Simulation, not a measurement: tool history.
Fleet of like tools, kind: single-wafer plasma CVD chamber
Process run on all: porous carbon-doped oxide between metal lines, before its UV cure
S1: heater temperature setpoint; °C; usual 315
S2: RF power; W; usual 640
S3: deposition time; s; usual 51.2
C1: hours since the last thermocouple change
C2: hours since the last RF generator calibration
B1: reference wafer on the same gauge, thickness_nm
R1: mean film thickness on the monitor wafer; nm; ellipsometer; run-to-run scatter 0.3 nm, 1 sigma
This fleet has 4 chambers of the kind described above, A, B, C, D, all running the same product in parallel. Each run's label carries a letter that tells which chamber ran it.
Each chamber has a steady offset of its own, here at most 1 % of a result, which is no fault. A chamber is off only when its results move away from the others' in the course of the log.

run	hour	S1	S2	S3	C1	C2	B1	R1
1B	2.6	315	640	51.2	1823.2	375.9	272.03	295.17
2A	5.3	315	640	51.2	396.6	120.9	272.08	293.75
3C	8.4	315	640	51.2	2006.8	1317	272	297.49
4D	11.6	315	640	51.2	1191.3	89.3	272.04	296.01
5C	15.7	315	640	51.2	2014.1	1324.3	272.15	297.32
6B	18.4	315	640	51.2	1839	391.7	272.18	295.7
7A	22.6	301	640	55.4	413.9	138.2	272.18	342.14
8D	26.8	301	640	55.4	1206.5	104.5	272.27	345.77
9C	29	301	640	55.4	2027.4	1337.6	272.26	347.31
10D	32.7	301	640	55.4	1212.4	110.4	272.4	345.66
11B	37.1	315	640	51.2	1857.7	410.4	272.26	296.02
12A	40.7	315	640	51.2	432	156.3	272.41	293.38
13A	45.1	315	575	54.5	436.4	160.7	272.38	291.3
14B	47.4	315	575	54.5	1868	420.7	272.47	293.06
15C	50.2	315	575	54.5	2048.6	1358.8	272.5	295.11
16D	52.2	315	575	54.5	1231.9	129.9	272.46	293.42
17C	54.7	315	640	43.8	2053.1	1363.3	272.54	254.96
18A	58.5	315	640	43.8	449.8	174.1	272.58	252.55
19D	61.6	315	640	43.8	1241.3	139.3	272.57	254.43
20B	63.9	315	640	43.8	1884.5	437.2	272.56	253.73
21C	66	315	640	51.2	2064.4	1374.6	272.56	298.04
22B	69.4	315	640	51.2	1890	442.7	272.54	296.37
23A	72.5	315	640	51.2	463.8	188.1	272.58	294.13
24D	75.6	315	640	51.2	1255.3	153.3	272.66	296.27
25D	77.8	315	640	51.2	1257.5	155.5	272.66	296.72
26C	80.8	326	640	51.2	2079.2	1389.4	272.7	281.71
27B	83.7	326	640	51.2	1904.3	457	272.71	280.22
28A	85.8	326	640	51.2	477.1	201.4	272.77	278.17
29D	88	326	640	51.2	1267.7	165.7	272.77	280.28
30B	92	315	640	51.2	1912.6	465.3	272.75	297.14
31A	95.1	315	640	51.2	486.4	210.7	272.83	294.75
32C	98.5	315	640	51.2	2096.9	1407.1	272.87	298.34
33C	101	326	640	54.9	2099.4	1409.6	272.9	301.83
34D	103	326	640	54.9	1282.7	180.7	272.88	300.21
35A	105.1	326	640	54.9	496.4	220.7	272.88	298.23
36B	107.4	326	640	54.9	1928	480.7	272.97	300.4
37D	109.5	315	640	51.2	1289.2	187.2	272.93	296.83
38A	111.9	315	640	51.2	503.2	227.5	272.96	294.81
39C	116.1	315	640	51.2	2114.5	1424.7	273.02	298.57
40B	119.8	315	640	51.2	1940.4	493.1	273.02	297.04
41A	123.3	315	640	51.2	514.6	238.9	272.98	294.94
42C	126.7	321	640	51.2	2125.1	1435.3	273.06	289.39

Decide between three cases: one chamber stands off from its peers, the gauge reading all wafers drifts, or nothing is wrong past each chamber's small offset. Where a chamber is off, say which and what most likely put it there.

The shared gauge is drifting. All chambers look as if they move in step, but none is off.
Most likely cause: gauge reads high (%) = 0.411.
